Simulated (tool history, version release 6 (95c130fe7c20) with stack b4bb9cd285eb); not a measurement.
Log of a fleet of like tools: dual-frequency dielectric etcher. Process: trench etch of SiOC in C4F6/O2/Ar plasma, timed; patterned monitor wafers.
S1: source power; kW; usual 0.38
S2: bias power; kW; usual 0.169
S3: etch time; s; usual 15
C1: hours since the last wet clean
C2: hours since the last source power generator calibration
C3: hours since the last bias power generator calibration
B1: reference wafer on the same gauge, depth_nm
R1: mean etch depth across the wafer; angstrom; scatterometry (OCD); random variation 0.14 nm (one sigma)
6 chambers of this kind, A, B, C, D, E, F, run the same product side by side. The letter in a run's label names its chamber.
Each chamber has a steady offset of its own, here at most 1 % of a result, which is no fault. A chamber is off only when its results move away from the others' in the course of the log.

{"run": "1D", "hour": 5.6, "S1": 0.38, "S2": 0.169, "S3": 15, "C1": 341.7, "C2": 1657.5, "C3": 2235.4, "B1": 33.814, "R1": 302.53}
{"run": "2F", "hour": 10.7, "S1": 0.38, "S2": 0.169, "S3": 15, "C1": 27.6, "C2": 2215.7, "C3": 2002.2, "B1": 33.797, "R1": 300.36}
{"run": "3C", "hour": 15.9, "S1": 0.38, "S2": 0.169, "S3": 15, "C1": 238.8, "C2": 884.8, "C3": 137, "B1": 33.793, "R1": 298.98}
{"run": "4B", "hour": 24.3, "S1": 0.38, "S2": 0.169, "S3": 15, "C1": 201, "C2": 889.9, "C3": 2202, "B1": 33.828, "R1": 300.75}
{"run": "5A", "hour": 29.6, "S1": 0.38, "S2": 0.169, "S3": 15, "C1": 582.6, "C2": 1682.3, "C3": 1116, "B1": 33.766, "R1": 300.31}
{"run": "6E", "hour": 36.9, "S1": 0.38, "S2": 0.169, "S3": 15, "C1": 363.4, "C2": 48.9, "C3": 482.2, "B1": 33.792, "R1": 301.15}
{"run": "7F", "hour": 45.3, "S1": 0.38, "S2": 0.169, "S3": 15, "C1": 62.2, "C2": 2250.3, "C3": 2036.8, "B1": 33.756, "R1": 298.9}
{"run": "8B", "hour": 54.2, "S1": 0.38, "S2": 0.169, "S3": 15, "C1": 230.9, "C2": 919.8, "C3": 2231.9, "B1": 33.779, "R1": 301.68}
{"run": "9E", "hour": 58.9, "S1": 0.45, "S2": 0.169, "S3": 15, "C1": 385.4, "C2": 70.9, "C3": 504.2, "B1": 33.799, "R1": 319.87}
{"run": "10C", "hour": 66.3, "S1": 0.45, "S2": 0.169, "S3": 15, "C1": 289.2, "C2": 935.2, "C3": 187.4, "B1": 33.786, "R1": 320.11}
{"run": "11D", "hour": 72.0, "S1": 0.45, "S2": 0.169, "S3": 15, "C1": 408.1, "C2": 1723.9, "C3": 2301.8, "B1": 33.799, "R1": 322}
{"run": "12A", "hour": 76.9, "S1": 0.45, "S2": 0.169, "S3": 15, "C1": 629.9, "C2": 1729.6, "C3": 1163.3, "B1": 33.791, "R1": 320.83}
{"run": "13D", "hour": 81.8, "S1": 0.45, "S2": 0.169, "S3": 15, "C1": 417.9, "C2": 1733.7, "C3": 2311.6, "B1": 33.796, "R1": 321.82}
{"run": "14E", "hour": 90.3, "S1": 0.45, "S2": 0.169, "S3": 15, "C1": 416.8, "C2": 102.3, "C3": 535.6, "B1": 33.796, "R1": 318.5}
{"hour": 96.3, "done": "chamber D: wet clean of the chamber"}
{"run": "15C", "hour": 99.3, "S1": 0.38, "S2": 0.169, "S3": 15, "C1": 322.2, "C2": 968.2, "C3": 220.4, "B1": 33.86, "R1": 296.78}
{"hour": 103.0, "done": "chamber A: wet clean of the chamber"}
{"run": "16A", "hour": 105.3, "S1": 0.38, "S2": 0.169, "S3": 15, "C1": 2.4, "C2": 1758, "C3": 1191.7, "B1": 33.787, "R1": 298.83}
{"run": "17B", "hour": 109.6, "S1": 0.38, "S2": 0.169, "S3": 15, "C1": 286.3, "C2": 975.2, "C3": 2287.3, "B1": 33.833, "R1": 299.2}
{"run": "18F", "hour": 113.8, "S1": 0.38, "S2": 0.169, "S3": 15, "C1": 130.7, "C2": 2318.8, "C3": 2105.3, "B1": 33.802, "R1": 300.92}
{"run": "19A", "hour": 121.7, "S1": 0.38, "S2": 0.169, "S3": 15, "C1": 18.8, "C2": 1774.4, "C3": 1208.1, "B1": 33.854, "R1": 301.2}
{"hour": 127.1, "done": "chamber C: wet clean of the chamber"}
{"run": "20E", "hour": 128.1, "S1": 0.38, "S2": 0.169, "S3": 15, "C1": 454.6, "C2": 140.1, "C3": 573.4, "B1": 33.778, "R1": 299.54}
{"run": "21D", "hour": 135.4, "S1": 0.38, "S2": 0.169, "S3": 15, "C1": 39.2, "C2": 1787.3, "C3": 2365.2, "B1": 33.803, "R1": 299.25}
{"run": "22B", "hour": 140.0, "S1": 0.38, "S2": 0.169, "S3": 15, "C1": 316.7, "C2": 1005.6, "C3": 2317.7, "B1": 33.841, "R1": 303.79}
{"run": "23C", "hour": 148.8, "S1": 0.38, "S2": 0.169, "S3": 15, "C1": 21.7, "C2": 1017.7, "C3": 269.9, "B1": 33.829, "R1": 300.13}
{"run": "24F", "hour": 154.3, "S1": 0.38, "S2": 0.169, "S3": 15, "C1": 171.2, "C2": 2359.3, "C3": 2145.8, "B1": 33.843, "R1": 299.27}
{"run": "25E", "hour": 161.3, "S1": 0.38, "S2": 0.169, "S3": 15, "C1": 487.8, "C2": 173.3, "C3": 606.6, "B1": 33.768, "R1": 299.56}
{"run": "26B", "hour": 169.4, "S1": 0.38, "S2": 0.169, "S3": 15, "C1": 346.1, "C2": 1035, "C3": 2347.1, "B1": 33.798, "R1": 304.04}
{"run": "27F", "hour": 177.1, "S1": 0.38, "S2": 0.169, "S3": 15, "C1": 194, "C2": 2382.1, "C3": 2168.6, "B1": 33.819, "R1": 300.13}
{"run": "28C", "hour": 182.3, "S1": 0.32, "S2": 0.202, "S3": 15, "C1": 55.2, "C2": 1051.2, "C3": 303.4, "B1": 33.766, "R1": 294.03}
{"run": "29A", "hour": 186.4, "S1": 0.32, "S2": 0.202, "S3": 15, "C1": 83.5, "C2": 1839.1, "C3": 1272.8, "B1": 33.818, "R1": 300.25}
{"run": "30D", "hour": 192.7, "S1": 0.32, "S2": 0.202, "S3": 15, "C1": 96.5, "C2": 1844.6, "C3": 2422.5, "B1": 33.767, "R1": 297.59}
{"run": "31D", "hour": 197.2, "S1": 0.32, "S2": 0.202, "S3": 15, "C1": 101, "C2": 1849.1, "C3": 2427, "B1": 33.8, "R1": 296.25}
{"run": "32A", "hour": 203.5, "S1": 0.32, "S2": 0.202, "S3": 15, "C1": 100.6, "C2": 1856.2, "C3": 1289.9, "B1": 33.798, "R1": 297.41}
{"run": "33B", "hour": 210.3, "S1": 0.32, "S2": 0.202, "S3": 15, "C1": 387, "C2": 1075.9, "C3": 2388, "B1": 33.81, "R1": 307.14}
{"run": "34E", "hour": 217.4, "S1": 0.38, "S2": 0.169, "S3": 15, "C1": 543.9, "C2": 229.4, "C3": 662.7, "B1": 33.834, "R1": 299.46}
{"run": "35F", "hour": 226.2, "S1": 0.31, "S2": 0.143, "S3": 15, "C1": 243.1, "C2": 2431.2, "C3": 2217.7, "B1": 33.809, "R1": 263.87}
{"run": "36C", "hour": 233.8, "S1": 0.31, "S2": 0.143, "S3": 15, "C1": 106.7, "C2": 1102.7, "C3": 354.9, "B1": 33.805, "R1": 260.12}
{"run": "37F", "hour": 239.0, "S1": 0.31, "S2": 0.143, "S3": 15, "C1": 255.9, "C2": 2444, "C3": 2230.5, "B1": 33.797, "R1": 264.82}
{"run": "38A", "hour": 245.9, "S1": 0.31, "S2": 0.143, "S3": 15, "C1": 143, "C2": 1898.6, "C3": 1332.3, "B1": 33.768, "R1": 266.24}

Next, every chamber runs the same settings. What will each give?
{"run": "39A", "hour": 252.4, "S1": 0.38, "S2": 0.169, "S3": 16.5, "R1": "?"}
{"run": "39B", "hour": 252.4, "S1": 0.38, "S2": 0.169, "S3": 16.5, "R1": "?"}
{"run": "39C", "hour": 252.4, "S1": 0.38, "S2": 0.169, "S3": 16.5, "R1": "?"}
{"run": "39D", "hour": 252.4, "S1": 0.38, "S2": 0.169, "S3": 16.5, "R1": "?"}
{"run": "39E", "hour": 252.4, "S1": 0.38, "S2": 0.169, "S3": 16.5, "R1": "?"}
{"run": "39F", "hour": 252.4, "S1": 0.38, "S2": 0.169, "S3": 16.5, "R1": "?"}

run=39A R1=329.8
run=39B R1=345.91
run=39C R1=330.16
run=39D R1=332.39
run=39E R1=331.15
run=39F R1=332.27

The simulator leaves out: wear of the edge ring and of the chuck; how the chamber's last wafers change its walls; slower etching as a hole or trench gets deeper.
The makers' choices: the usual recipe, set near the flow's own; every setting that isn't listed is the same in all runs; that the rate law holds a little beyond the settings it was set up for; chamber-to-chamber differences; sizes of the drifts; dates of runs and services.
